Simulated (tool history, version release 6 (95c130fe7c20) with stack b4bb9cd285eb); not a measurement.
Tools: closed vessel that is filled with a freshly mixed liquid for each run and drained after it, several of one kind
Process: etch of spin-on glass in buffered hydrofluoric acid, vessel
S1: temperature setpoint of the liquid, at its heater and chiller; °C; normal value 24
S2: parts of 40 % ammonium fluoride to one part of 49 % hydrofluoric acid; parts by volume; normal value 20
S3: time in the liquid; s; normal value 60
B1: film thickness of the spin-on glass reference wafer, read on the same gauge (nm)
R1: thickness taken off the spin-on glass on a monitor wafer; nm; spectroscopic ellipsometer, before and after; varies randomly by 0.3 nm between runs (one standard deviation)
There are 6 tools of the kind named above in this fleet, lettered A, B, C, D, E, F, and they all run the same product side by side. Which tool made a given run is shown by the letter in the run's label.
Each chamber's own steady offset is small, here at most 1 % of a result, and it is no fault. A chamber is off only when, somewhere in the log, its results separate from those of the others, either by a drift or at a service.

Run 1C, hour 12.1: usual settings; B1 79.997. Result: R1 76.002 nm.
Run 2F, hour 17.9: usual settings; B1 79.985. Result: R1 76.757 nm.
Run 3E, hour 29.2: usual settings; B1 80.005. Result: R1 75.81 nm.
Run 4B, hour 35.2: usual settings; B1 80.013. Result: R1 75.502 nm.
Run 5A, hour 43: usual settings; B1 79.991. Result: R1 76.066 nm.
Run 6D, hour 49.5: usual settings; B1 80.004. Result: R1 76.067 nm.
Run 7C, hour 60.7: usual settings; B1 80.003. Result: R1 75.943 nm.
Run 8D, hour 70.8: usual settings; B1 79.99. Result: R1 76.617 nm.
At hour 70.9: chamber F: hydrofluoric acid flow meter replaced.
Run 9E, hour 78.2: usual settings; B1 80.013. Result: R1 76.395 nm.
At hour 80.2: chamber C: hydrofluoric acid flow meter replaced.
Run 10F, hour 90.3: usual settings; B1 80.031. Result: R1 76.164 nm.
Run 11A, hour 103.3: usual settings; B1 80.021. Result: R1 75.712 nm.
Run 12B, hour 110.7: usual settings; B1 80.007. Result: R1 76.103 nm.
Run 13E, hour 123.1: usual settings but S2 15.5 parts by volume; B1 80.025. Result: R1 97.009 nm.
Run 14B, hour 131.7: usual settings but S2 15.5 parts by volume; B1 79.993. Result: R1 97.037 nm.
Run 15D, hour 138.6: usual settings but S2 15.5 parts by volume; B1 80.055. Result: R1 98.932 nm.
Run 16C, hour 149.1: usual settings but S2 15.5 parts by volume; B1 80.031. Result: R1 97.661 nm.
Run 17A, hour 159.9: usual settings but S2 15.5 parts by volume; B1 79.989. Result: R1 97.446 nm.
Run 18F, hour 167: usual settings but S2 15.5 parts by volume; B1 80.037. Result: R1 98.57 nm.
Run 19C, hour 178.3: usual settings; B1 79.997. Result: R1 75.793 nm.
Run 20F, hour 190.5: usual settings; B1 80.01. Result: R1 76.937 nm.
At hour 194.9: chamber E: hydrofluoric acid flow meter replaced.
Run 21B, hour 202.3: usual settings; B1 79.986. Result: R1 75.797 nm.
At hour 210: chamber A: thermometer replaced.
Run 22E, hour 210.7: usual settings; B1 79.997. Result: R1 76.766 nm.
Run 23A, hour 219.8: usual settings but S2 17.5 parts by volume; B1 79.986. Result: R1 86.87 nm.
Run 24D, hour 228.2: usual settings but S2 17.5 parts by volume; B1 79.986. Result: R1 87.518 nm.
At hour 233.1: chamber C: thermometer replaced.
Run 25B, hour 234.2: usual settings but S2 17.5 parts by volume; B1 80.022. Result: R1 86.403 nm.
Run 26C, hour 247.5: usual settings but S2 17.5 parts by volume; B1 80.029. Result: R1 86.69 nm.
Run 27D, hour 260.3: usual settings but S2 17.5 parts by volume; B1 80.028. Result: R1 87.535 nm.
Run 28E, hour 267.5: usual settings but S2 17.5 parts by volume; B1 80.003. Result: R1 86.564 nm.
Run 29F, hour 278.5: usual settings; B1 79.965. Result: R1 76.7 nm.
Run 30A, hour 286.7: usual settings but S1 21 °C, S3 75 s; B1 80.001. Result: R1 80.591 nm.
Run 31F, hour 297.6: usual settings but S1 21 °C, S3 75 s; B1 79.994. Result: R1 81.513 nm.
Run 32D, hour 309.5: usual settings but S1 21 °C, S3 75 s; B1 80.012. Result: R1 81.754 nm.
Run 33C, hour 315.5: usual settings but S1 21 °C, S3 75 s; B1 80.008. Result: R1 80.278 nm.
Run 34B, hour 328: usual settings but S1 21 °C, S3 75 s; B1 80.051. Result: R1 80.486 nm.
Run 35A, hour 334.5: usual settings but S1 21 °C, S3 75 s; B1 80.008. Result: R1 80.421 nm.
Run 36E, hour 342.7: usual settings; B1 79.954. Result: R1 75.739 nm.
Run 37E, hour 350.6: usual settings but S1 21 °C; B1 80.026. Result: R1 64.51 nm.
Run 38A, hour 361.1: usual settings but S1 21 °C; B1 80.033. Result: R1 64.128 nm.
At hour 362.9: chamber B: hydrofluoric acid flow meter replaced.
Run 39B, hour 368.4: usual settings but S1 21 °C; B1 80.022. Result: R1 64.43 nm.
Run 40D, hour 381: usual settings but S1 21 °C; B1 79.996. Result: R1 65.135 nm.
Run 41F, hour 392.1: usual settings but S1 21 °C; B1 80.013. Result: R1 65.064 nm.
Run 42C, hour 401.3: usual settings but S1 21 °C; B1 79.996. Result: R1 64.339 nm.
Run 43F, hour 411.8: usual settings but S1 22 °C, S3 75 s; B1 80.036. Result: R1 85.427 nm.

What goes on in this fleet: one chamber off, a drifting gauge, or nothing beyond the chambers' own small offsets? Name the chamber and the cause, if any.

No chamber stands off beyond its own small offset, and the gauge holds steady.

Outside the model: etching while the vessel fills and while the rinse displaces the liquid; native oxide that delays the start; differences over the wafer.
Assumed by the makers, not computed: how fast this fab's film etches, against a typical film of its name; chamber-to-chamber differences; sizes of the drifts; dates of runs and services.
